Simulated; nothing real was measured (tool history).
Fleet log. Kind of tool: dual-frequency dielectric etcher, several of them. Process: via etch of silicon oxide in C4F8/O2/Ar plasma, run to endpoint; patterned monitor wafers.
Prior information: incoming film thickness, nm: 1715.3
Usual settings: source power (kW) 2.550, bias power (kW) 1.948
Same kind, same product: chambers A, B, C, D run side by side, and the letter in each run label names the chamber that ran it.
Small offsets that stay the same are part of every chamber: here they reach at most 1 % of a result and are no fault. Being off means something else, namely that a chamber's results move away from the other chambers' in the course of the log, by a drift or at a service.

run   hour  source power (kW)  bias power (kW)  endpoint time (s)
 1A    3.1              2.550            1.948             311.24
 2C    7.5              2.550            1.948             310.59
 3D   12.8              2.550            1.948             308.52
 4B   16.2              2.550            1.948             307.73
 5B   23.0              2.550            1.948             307.81
 6C   29.2              2.550            1.948             312.08
 7D   34.2              2.550            1.948             304.83
 8A   39.2              2.550            1.948             307.97
 9B   43.4              2.550            1.948             307.58
10D   47.7              2.550            1.948             306.44
11A   51.6              2.550            1.948             309.99
12C   57.5              2.550            1.948             311.97
13A   61.1              2.550            1.948             310.86
14B   65.2              2.550            1.948             308.38
15D   68.8              2.550            1.948             308.34
16C   75.8              2.550            1.948             313.05
17C   81.6              2.550            1.948             313.87
18D   85.6              2.550            1.948             304.71
19A   90.8              2.550            1.948             306.73
20B   97.2              2.930            2.340             275.01
21B  103.7              2.930            2.340             273.40
22C  110.9              2.930            2.340             276.79
23A  114.6              2.930            2.340             279.66
24D  121.4              2.550            1.948             308.45
25B  125.2              2.550            1.948             308.39
26C  129.3              2.550            1.948             311.72
27D  132.8              2.550            1.948             306.54
28A  138.1              2.550            1.948             307.55
29A  145.4              2.550            1.948             309.28
30B  149.2              2.550            1.948             306.31
31C  153.1              2.550            1.948             312.05
32D  156.9              2.550            1.948             308.82
33D  162.2              2.550            1.948             305.79
34C  167.3              2.550            1.948             312.71
35B  171.4              2.550            1.948             304.75
36A  175.2              2.550            1.948             310.42
37B  182.4              2.550            1.948             307.00
38D  186.0              2.550            1.948             307.78
39A  191.1              2.550            1.948             306.80
40C  194.6              2.550            1.948             309.19
41C  202.0              1.990            1.948             339.90

For the next run the whole fleet of 4 chambers uses the same settings. Give each chamber's results:
42A  207.2              3.010            1.948                  ?
42B  207.2              3.010            1.948                  ?
42C  207.2              3.010            1.948                  ?
42D  207.2              3.010            1.948                  ?

run  endpoint time (s)
42A             290.37
42B             290.70
42C             288.07
42D             284.67
